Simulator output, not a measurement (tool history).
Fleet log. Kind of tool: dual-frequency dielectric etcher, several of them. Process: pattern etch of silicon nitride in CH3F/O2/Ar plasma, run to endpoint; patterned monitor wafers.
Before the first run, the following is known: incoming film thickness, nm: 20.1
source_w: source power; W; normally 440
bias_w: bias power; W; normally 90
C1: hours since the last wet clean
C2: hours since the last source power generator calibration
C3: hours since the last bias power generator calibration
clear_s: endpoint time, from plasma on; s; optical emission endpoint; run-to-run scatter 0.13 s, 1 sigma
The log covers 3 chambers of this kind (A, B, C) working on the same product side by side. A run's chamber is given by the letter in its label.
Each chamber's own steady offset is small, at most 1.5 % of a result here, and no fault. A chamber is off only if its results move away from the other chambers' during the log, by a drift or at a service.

run 1C day=0.433 | source_w=440 bias_w=90 | C1=302.7 C2=2146.7 C3=933.5 | clear_s=25.418
run 2A day=0.775 | source_w=440 bias_w=90 | C1=126.5 C2=352.8 C3=1101.2 | clear_s=26.293
-- day=0.792 chamber B: bias power generator calibrated
run 3B day=1.004 | source_w=440 bias_w=90 | C1=37.0 C2=1958.6 C3=5.2 | clear_s=26.019
run 4B day=1.500 | source_w=440 bias_w=90 | C1=48.9 C2=1970.5 C3=17.1 | clear_s=26.163
run 5A day=1.738 | source_w=440 bias_w=90 | C1=149.6 C2=375.9 C3=1124.3 | clear_s=26.276
run 6C day=2.071 | source_w=440 bias_w=90 | C1=342.0 C2=2186.0 C3=972.8 | clear_s=25.935
run 7C day=2.412 | source_w=520 bias_w=90 | C1=350.2 C2=2194.2 C3=981.0 | clear_s=23.909
run 8A day=2.733 | source_w=520 bias_w=90 | C1=173.5 C2=399.8 C3=1148.2 | clear_s=24.712
run 9B day=3.167 | source_w=520 bias_w=90 | C1=88.9 C2=2010.5 C3=57.1 | clear_s=24.477
-- day=3.229 chamber C: wet clean of the chamber
run 10C day=3.612 | source_w=440 bias_w=90 | C1=9.2 C2=2223.0 C3=1009.8 | clear_s=24.345
run 11B day=4.025 | source_w=440 bias_w=90 | C1=109.5 C2=2031.1 C3=77.7 | clear_s=25.847
run 12A day=4.371 | source_w=500 bias_w=90 | C1=212.8 C2=439.1 C3=1187.5 | clear_s=25.155
run 13A day=4.588 | source_w=500 bias_w=90 | C1=218.0 C2=444.3 C3=1192.7 | clear_s=25.117
run 14C day=4.900 | source_w=500 bias_w=90 | C1=40.1 C2=2253.9 C3=1040.7 | clear_s=23.269
run 15B day=5.383 | source_w=440 bias_w=90 | C1=142.1 C2=2063.7 C3=110.3 | clear_s=26.009
run 16C day=5.679 | source_w=540 bias_w=110 | C1=58.8 C2=2272.6 C3=1059.4 | clear_s=21.103
run 17B day=6.033 | source_w=540 bias_w=110 | C1=157.7 C2=2079.3 C3=125.9 | clear_s=22.567
run 18A day=6.475 | source_w=540 bias_w=110 | C1=263.3 C2=489.6 C3=1238.0 | clear_s=22.815
run 19B day=6.829 | source_w=440 bias_w=90 | C1=176.8 C2=2098.4 C3=145.0 | clear_s=25.965
run 20A day=7.258 | source_w=440 bias_w=90 | C1=282.1 C2=508.4 C3=1256.8 | clear_s=26.156
run 21C day=7.542 | source_w=400 bias_w=98 | C1=103.5 C2=2317.3 C3=1104.1 | clear_s=24.539
run 22A day=7.829 | source_w=400 bias_w=98 | C1=295.8 C2=522.1 C3=1270.5 | clear_s=26.366
run 23C day=8.138 | source_w=400 bias_w=98 | C1=117.8 C2=2331.6 C3=1118.4 | clear_s=24.626
run 24B day=8.638 | source_w=440 bias_w=90 | C1=220.2 C2=2141.8 C3=188.4 | clear_s=26.049
run 25B day=8.962 | source_w=400 bias_w=90 | C1=228.0 C2=2149.6 C3=196.2 | clear_s=27.052
run 26A day=9.383 | source_w=400 bias_w=90 | C1=333.1 C2=559.4 C3=1307.8 | clear_s=27.134
run 27C day=9.654 | source_w=400 bias_w=90 | C1=154.2 C2=2368.0 C3=1154.8 | clear_s=25.446
run 28C day=9.983 | source_w=440 bias_w=90 | C1=162.1 C2=2375.9 C3=1162.7 | clear_s=24.527

All 3 chambers run these settings next. Forecast each chamber's results:
run 29A day=10.346 | source_w=440 bias_w=90 | clear_s=?
run 29B day=10.346 | source_w=440 bias_w=90 | clear_s=?
run 29C day=10.346 | source_w=440 bias_w=90 | clear_s=?

run=29A clear_s=26.117
run=29B clear_s=26.172
run=29C clear_s=24.370
